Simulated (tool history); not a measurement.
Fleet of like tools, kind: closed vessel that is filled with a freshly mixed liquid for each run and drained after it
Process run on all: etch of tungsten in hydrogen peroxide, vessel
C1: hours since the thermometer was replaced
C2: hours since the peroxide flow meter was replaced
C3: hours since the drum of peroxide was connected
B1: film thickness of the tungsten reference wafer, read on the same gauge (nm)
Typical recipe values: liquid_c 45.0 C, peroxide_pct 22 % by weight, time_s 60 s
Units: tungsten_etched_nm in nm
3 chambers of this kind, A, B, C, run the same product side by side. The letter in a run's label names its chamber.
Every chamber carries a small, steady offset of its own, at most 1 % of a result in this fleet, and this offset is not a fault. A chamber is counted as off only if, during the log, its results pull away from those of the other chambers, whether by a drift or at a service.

{"run": "1C", "hour": 6.1, "liquid_c": 45.0, "peroxide_pct": 22, "time_s": 60, "C1": 180.4, "C2": 518.6, "C3": 414.5, "B1": 129.98, "tungsten_etched_nm": 87.276}
{"run": "2B", "hour": 12.0, "liquid_c": 45.0, "peroxide_pct": 22, "time_s": 60, "C1": 632.4, "C2": 1671.1, "C3": 51.9, "B1": 130.01, "tungsten_etched_nm": 87.76}
{"run": "3A", "hour": 20.7, "liquid_c": 45.0, "peroxide_pct": 22, "time_s": 60, "C1": 419.0, "C2": 549.0, "C3": 106.7, "B1": 130.02, "tungsten_etched_nm": 86.325}
{"run": "4B", "hour": 28.7, "liquid_c": 45.0, "peroxide_pct": 22, "time_s": 60, "C1": 649.1, "C2": 1687.8, "C3": 68.6, "B1": 130.05, "tungsten_etched_nm": 87.394}
{"hour": 33.6, "done": "chamber B: peroxide flow meter replaced"}
{"run": "5A", "hour": 35.2, "liquid_c": 45.0, "peroxide_pct": 22, "time_s": 60, "C1": 433.5, "C2": 563.5, "C3": 121.2, "B1": 129.99, "tungsten_etched_nm": 86.465}
{"run": "6C", "hour": 43.0, "liquid_c": 53.5, "peroxide_pct": 22, "time_s": 60, "C1": 217.3, "C2": 555.5, "C3": 451.4, "B1": 129.98, "tungsten_etched_nm": 145.0}
{"run": "7C", "hour": 49.2, "liquid_c": 53.5, "peroxide_pct": 22, "time_s": 60, "C1": 223.5, "C2": 561.7, "C3": 457.6, "B1": 130.01, "tungsten_etched_nm": 146.39}
{"run": "8A", "hour": 59.2, "liquid_c": 53.5, "peroxide_pct": 22, "time_s": 60, "C1": 457.5, "C2": 587.5, "C3": 145.2, "B1": 130.02, "tungsten_etched_nm": 144.43}
{"run": "9B", "hour": 70.5, "liquid_c": 45.0, "peroxide_pct": 22, "time_s": 60, "C1": 690.9, "C2": 36.9, "C3": 110.4, "B1": 129.99, "tungsten_etched_nm": 87.753}
{"run": "10B", "hour": 78.8, "liquid_c": 45.0, "peroxide_pct": 18, "time_s": 60, "C1": 699.2, "C2": 45.2, "C3": 118.7, "B1": 129.97, "tungsten_etched_nm": 78.759}
{"run": "11A", "hour": 90.2, "liquid_c": 45.0, "peroxide_pct": 18, "time_s": 60, "C1": 488.5, "C2": 618.5, "C3": 176.2, "B1": 130.02, "tungsten_etched_nm": 77.129}
{"run": "12C", "hour": 96.9, "liquid_c": 45.0, "peroxide_pct": 18, "time_s": 60, "C1": 271.2, "C2": 609.4, "C3": 505.3, "B1": 130.02, "tungsten_etched_nm": 79.1}
{"run": "13C", "hour": 106.6, "liquid_c": 45.0, "peroxide_pct": 22, "time_s": 60, "C1": 280.9, "C2": 619.1, "C3": 515.0, "B1": 129.98, "tungsten_etched_nm": 85.305}
{"run": "14B", "hour": 116.3, "liquid_c": 45.0, "peroxide_pct": 22, "time_s": 60, "C1": 736.7, "C2": 82.7, "C3": 156.2, "B1": 130.01, "tungsten_etched_nm": 87.273}
{"run": "15A", "hour": 124.0, "liquid_c": 45.0, "peroxide_pct": 22, "time_s": 60, "C1": 522.3, "C2": 652.3, "C3": 210.0, "B1": 130.0, "tungsten_etched_nm": 86.539}
{"run": "16C", "hour": 132.2, "liquid_c": 45.0, "peroxide_pct": 22, "time_s": 60, "C1": 306.5, "C2": 644.7, "C3": 540.6, "B1": 130.02, "tungsten_etched_nm": 87.161}
{"run": "17B", "hour": 138.6, "liquid_c": 45.0, "peroxide_pct": 22, "time_s": 60, "C1": 759.0, "C2": 105.0, "C3": 178.5, "B1": 129.97, "tungsten_etched_nm": 87.611}
{"run": "18A", "hour": 145.1, "liquid_c": 45.0, "peroxide_pct": 22, "time_s": 60, "C1": 543.4, "C2": 673.4, "C3": 231.1, "B1": 130.03, "tungsten_etched_nm": 86.156}
{"run": "19C", "hour": 154.1, "liquid_c": 45.0, "peroxide_pct": 22, "time_s": 60, "C1": 328.4, "C2": 666.6, "C3": 562.5, "B1": 129.97, "tungsten_etched_nm": 86.28}
{"run": "20A", "hour": 162.8, "liquid_c": 45.0, "peroxide_pct": 19, "time_s": 35, "C1": 561.1, "C2": 691.1, "C3": 248.8, "B1": 129.97, "tungsten_etched_nm": 46.1}
{"run": "21B", "hour": 170.9, "liquid_c": 45.0, "peroxide_pct": 19, "time_s": 35, "C1": 791.3, "C2": 137.3, "C3": 210.8, "B1": 130.01, "tungsten_etched_nm": 47.937}
{"run": "22B", "hour": 177.6, "liquid_c": 45.0, "peroxide_pct": 19, "time_s": 35, "C1": 798.0, "C2": 144.0, "C3": 217.5, "B1": 130.0, "tungsten_etched_nm": 47.587}
{"run": "23C", "hour": 187.8, "liquid_c": 45.0, "peroxide_pct": 22, "time_s": 60, "C1": 362.1, "C2": 700.3, "C3": 596.2, "B1": 129.98, "tungsten_etched_nm": 86.299}
{"run": "24A", "hour": 194.5, "liquid_c": 45.0, "peroxide_pct": 22, "time_s": 60, "C1": 592.8, "C2": 722.8, "C3": 280.5, "B1": 129.98, "tungsten_etched_nm": 86.815}
{"run": "25C", "hour": 205.1, "liquid_c": 45.0, "peroxide_pct": 22, "time_s": 60, "C1": 379.4, "C2": 717.6, "C3": 613.5, "B1": 129.99, "tungsten_etched_nm": 87.21}
{"run": "26A", "hour": 215.5, "liquid_c": 45.0, "peroxide_pct": 22, "time_s": 60, "C1": 613.8, "C2": 743.8, "C3": 301.5, "B1": 129.98, "tungsten_etched_nm": 86.452}
{"run": "27B", "hour": 224.8, "liquid_c": 45.0, "peroxide_pct": 22, "time_s": 60, "C1": 845.2, "C2": 191.2, "C3": 264.7, "B1": 130.01, "tungsten_etched_nm": 87.626}
{"run": "28A", "hour": 229.8, "liquid_c": 45.0, "peroxide_pct": 22, "time_s": 60, "C1": 628.1, "C2": 758.1, "C3": 315.8, "B1": 130.02, "tungsten_etched_nm": 86.151}
{"run": "29C", "hour": 238.1, "liquid_c": 45.0, "peroxide_pct": 22, "time_s": 60, "C1": 412.4, "C2": 750.6, "C3": 646.5, "B1": 130.02, "tungsten_etched_nm": 87.277}
{"run": "30B", "hour": 249.0, "liquid_c": 45.0, "peroxide_pct": 22, "time_s": 75, "C1": 869.4, "C2": 215.4, "C3": 288.9, "B1": 130.01, "tungsten_etched_nm": 109.4}
{"run": "31B", "hour": 258.1, "liquid_c": 45.0, "peroxide_pct": 22, "time_s": 75, "C1": 878.5, "C2": 224.5, "C3": 298.0, "B1": 130.04, "tungsten_etched_nm": 109.31}
{"run": "32A", "hour": 264.0, "liquid_c": 45.0, "peroxide_pct": 22, "time_s": 75, "C1": 662.3, "C2": 792.3, "C3": 350.0, "B1": 129.98, "tungsten_etched_nm": 108.66}
{"run": "33C", "hour": 274.9, "liquid_c": 45.0, "peroxide_pct": 22, "time_s": 60, "C1": 449.2, "C2": 787.4, "C3": 683.3, "B1": 129.96, "tungsten_etched_nm": 87.45}
{"run": "34C", "hour": 280.6, "liquid_c": 38.5, "peroxide_pct": 22, "time_s": 80, "C1": 454.9, "C2": 793.1, "C3": 689.0, "B1": 129.98, "tungsten_etched_nm": 77.316}
{"run": "35A", "hour": 285.9, "liquid_c": 38.5, "peroxide_pct": 22, "time_s": 80, "C1": 684.2, "C2": 814.2, "C3": 371.9, "B1": 129.99, "tungsten_etched_nm": 75.97}
{"run": "36B", "hour": 294.2, "liquid_c": 38.5, "peroxide_pct": 22, "time_s": 80, "C1": 914.6, "C2": 260.6, "C3": 334.1, "B1": 129.99, "tungsten_etched_nm": 76.618}
{"run": "37C", "hour": 305.0, "liquid_c": 45.0, "peroxide_pct": 28, "time_s": 80, "C1": 479.3, "C2": 817.5, "C3": 713.4, "B1": 129.98, "tungsten_etched_nm": 129.31}
{"run": "38A", "hour": 312.4, "liquid_c": 45.0, "peroxide_pct": 28, "time_s": 80, "C1": 710.7, "C2": 840.7, "C3": 398.4, "B1": 129.98, "tungsten_etched_nm": 128.67}

Read the log: is a single chamber off, either drifting away or since a service, is the gauge that measures every chamber drifting, or is nothing wrong beyond small per-chamber offsets? Name any odd chamber and what most likely caused it.

Neither any chamber nor the gauge drifts; the chambers differ only by their own small, steady offsets.
